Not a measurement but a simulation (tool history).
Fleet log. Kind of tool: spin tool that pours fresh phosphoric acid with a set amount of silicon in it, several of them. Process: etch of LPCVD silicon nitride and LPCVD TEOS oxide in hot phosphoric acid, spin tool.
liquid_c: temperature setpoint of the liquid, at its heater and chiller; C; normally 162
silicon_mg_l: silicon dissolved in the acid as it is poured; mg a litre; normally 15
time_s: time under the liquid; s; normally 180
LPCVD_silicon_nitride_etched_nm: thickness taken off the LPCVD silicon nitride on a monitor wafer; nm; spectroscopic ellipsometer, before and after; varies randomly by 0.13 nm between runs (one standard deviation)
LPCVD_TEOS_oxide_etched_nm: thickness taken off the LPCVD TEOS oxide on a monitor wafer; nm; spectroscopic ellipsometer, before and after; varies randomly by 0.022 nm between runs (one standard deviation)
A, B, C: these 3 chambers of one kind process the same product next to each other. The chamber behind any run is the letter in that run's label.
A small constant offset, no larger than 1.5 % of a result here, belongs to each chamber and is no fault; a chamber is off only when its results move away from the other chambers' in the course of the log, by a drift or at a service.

| run | hour | liquid_c | silicon_mg_l | time_s | read-back film thickness of the LPCVD silicon nitride reference wafer, read on the same gauge (nm) | read-back film thickness of the LPCVD TEOS oxide reference wafer, read on the same gauge (nm) | LPCVD_silicon_nitride_etched_nm | LPCVD_TEOS_oxide_etched_nm |
|---|---|---|---|---|---|---|---|---|
| 1B | 5.4 | 162 | 15 | 180 | 29.97 | 150 | 17.147 | 0.39254 |
| 2C | 15.7 | 162 | 15 | 180 | 29.985 | 149.97 | 17.077 | 0.41074 |
| 3A | 24.4 | 162 | 15 | 180 | 30.025 | 150 | 17.224 | 0.3503 |
| 4A | 33.1 | 162 | 15 | 180 | 29.982 | 150 | 16.799 | 0.39846 |
| 5B | 41.2 | 162 | 15 | 180 | 30.001 | 149.96 | 17.067 | 0.40533 |
|  | 46.7 | chamber C: thermometer replaced |
| 6C | 52 | 162 | 15 | 180 | 29.999 | 150.03 | 16.972 | 0.38412 |
| 7B | 57.6 | 162 | 15 | 180 | 30.028 | 149.97 | 16.806 | 0.37493 |
| 8C | 64.3 | 162 | 15 | 180 | 30.023 | 149.98 | 16.953 | 0.37714 |
| 9A | 74.4 | 162 | 15 | 180 | 29.991 | 149.98 | 17.068 | 0.36059 |
| 10C | 84.3 | 162 | 15 | 180 | 30.054 | 150.02 | 16.882 | 0.36253 |
| 11A | 95.6 | 162 | 15 | 180 | 29.989 | 150 | 16.68 | 0.37001 |
| 12B | 105 | 161 | 24.5 | 180 | 30.022 | 150.02 | 16.398 | 0.2757 |
| 13A | 116.7 | 161 | 24.5 | 180 | 30.017 | 149.98 | 16.122 | 0.27702 |
| 14C | 125.7 | 161 | 24.5 | 180 | 29.993 | 150.01 | 16.476 | 0.2823 |
| 15B | 134.9 | 162 | 15 | 180 | 30.03 | 149.97 | 17.049 | 0.40488 |
| 16C | 142.8 | 162 | 15 | 250 | 30.007 | 150.01 | 23.899 | 0.53552 |
|  | 146.7 | chamber C: dissolved silicon flow meter replaced |
| 17A | 152.8 | 162 | 15 | 250 | 30.015 | 149.99 | 22.88 | 0.50914 |
| 18B | 161 | 162 | 15 | 250 | 30.007 | 149.99 | 23.5 | 0.54512 |
| 19B | 171.9 | 162 | 15 | 180 | 30.026 | 150.01 | 17.128 | 0.40104 |
| 20A | 178.4 | 162 | 15 | 180 | 29.991 | 150 | 16.257 | 0.37827 |
| 21C | 188.2 | 160.5 | 24.5 | 180 | 29.993 | 149.99 | 16.288 | 0.28497 |
| 22B | 196.9 | 160.5 | 24.5 | 180 | 29.991 | 149.98 | 16.114 | 0.25584 |
| 23A | 206.1 | 160.5 | 24.5 | 180 | 30.046 | 150.01 | 15.237 | 0.22473 |
| 24C | 217.3 | 162 | 15 | 180 | 30.003 | 150 | 17.286 | 0.36037 |
| 25B | 228.6 | 162 | 15 | 180 | 29.998 | 150.01 | 17.359 | 0.37046 |
| 26A | 238 | 162 | 15 | 180 | 29.996 | 150.01 | 15.789 | 0.35804 |
| 27C | 243.6 | 162 | 15 | 180 | 30.039 | 149.98 | 17.201 | 0.38779 |
| 28B | 249.7 | 162 | 15 | 180 | 29.966 | 150 | 17.166 | 0.37524 |
| 29A | 257.6 | 162 | 15 | 180 | 29.967 | 149.99 | 15.918 | 0.32031 |
| 30C | 266.9 | 162 | 15 | 180 | 30.024 | 150 | 17.088 | 0.35906 |
| 31A | 278.7 | 162 | 15 | 180 | 30.012 | 150 | 15.38 | 0.3246 |

Read the log: is a single chamber off, either drifting away or since a service, is the gauge that measures every chamber drifting, or is nothing wrong beyond small per-chamber offsets? Name any odd chamber and what most likely caused it.

One chamber, A, drifts off from the rest bit by bit.
Likeliest cause: temperature lost on the way to the wafer (K) = 2.79.
The log may not separate it from: liquid colder than its thermometer reads (K).

Here are 4 candidates for chamber A's next run, each the usual settings with a change, their results left as question marks. Which one brings its results back in line with what the others give on the usual settings?
Allowed miss from the other chambers' usual-settings mean, per result, to count as in line: LPCVD_silicon_nitride_etched_nm 0.45 nm; LPCVD_TEOS_oxide_etched_nm 0.076 nm
| 32A-1 | 287.1 | 162.5 | 11.5 | 195 |  |  | ? | ? |
| 32A-2 | 287.1 | 161.5 | 21 | 155 |  |  | ? | ? |
| 32A-3 | 287.1 | 162.5 | 9 | 210 |  |  | ? | ? |
| 32A-4 | 287.1 | 161.5 | 18.5 | 165 |  |  | ? | ? |

On the usual settings, the other chambers give on average: LPCVD_silicon_nitride_etched_nm 17.109 nm; LPCVD_TEOS_oxide_etched_nm 0.39267 nm
| run | LPCVD_silicon_nitride_etched_nm | LPCVD_TEOS_oxide_etched_nm |
|---|---|---|
| 32A-1 | 17.031 | 0.38813 |
| 32A-2 | 13.085 | 0.22369 |
| 32A-3 | 18.341 | 0.442 |
| 32A-4 | 13.929 | 0.25563 |
With 32A-1, the chamber falls back in line with the rest.
